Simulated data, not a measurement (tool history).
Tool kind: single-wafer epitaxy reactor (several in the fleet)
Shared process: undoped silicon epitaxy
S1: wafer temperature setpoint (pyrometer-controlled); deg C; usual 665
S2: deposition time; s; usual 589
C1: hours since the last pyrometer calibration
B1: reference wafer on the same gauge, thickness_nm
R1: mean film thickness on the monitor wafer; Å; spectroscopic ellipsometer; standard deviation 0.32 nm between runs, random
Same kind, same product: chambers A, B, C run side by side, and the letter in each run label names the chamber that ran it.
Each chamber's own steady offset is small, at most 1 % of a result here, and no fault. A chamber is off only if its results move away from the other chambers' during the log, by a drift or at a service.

run	day	S1	S2	C1	B1	R1
1B	0.229	665	589	1317.9	157.05	1351.90
2A	0.442	665	589	575.0	156.97	1358.10
3C	0.646	665	589	974.2	157.06	1362.90
4C	0.896	665	589	980.2	156.99	1360.70
5B	1.112	665	589	1339.1	157.06	1356.80
6A	1.329	665	589	596.3	157.04	1361.60
7C	1.562	665	589	996.2	157.03	1363.50
8B	1.775	665	589	1355.0	156.95	1352.90
9A	1.904	665	589	610.1	156.99	1360.50
10A	2.133	671	516	615.6	156.95	1347.50
11B	2.379	671	516	1369.5	157.06	1345.80
12C	2.596	671	516	1021.0	156.98	1359.10
13C	2.750	665	589	1024.7	157.01	1366.40
# day 2.879: chamber C: pyrometer calibrated
14A	2.971	665	589	635.7	156.98	1359.10
15B	3.104	665	589	1386.9	156.84	1359.60
# day 3.329: chamber B: pyrometer calibrated
16A	3.375	665	589	645.4	156.99	1368.50
17C	3.654	675	589	18.6	157.01	1686.90
18B	3.883	675	589	13.3	157.04	1721.60
19C	4.125	675	589	29.9	157.00	1681.90
20B	4.329	665	589	24.0	156.96	1396.70
21A	4.504	665	589	672.5	157.02	1357.30
22A	4.692	657	499	677.0	157.03	973.57
23C	4.912	657	499	48.8	157.08	979.49
24B	5.154	657	499	43.8	157.16	999.40

All chambers now run identical settings, listed one chamber a line with results as question marks. What results will each chamber show?
25A	5.362	654	589			?
25B	5.362	654	589			?
25C	5.362	654	589			?

run	R1
25A	1079.00
25B	1107.60
25C	1075.30

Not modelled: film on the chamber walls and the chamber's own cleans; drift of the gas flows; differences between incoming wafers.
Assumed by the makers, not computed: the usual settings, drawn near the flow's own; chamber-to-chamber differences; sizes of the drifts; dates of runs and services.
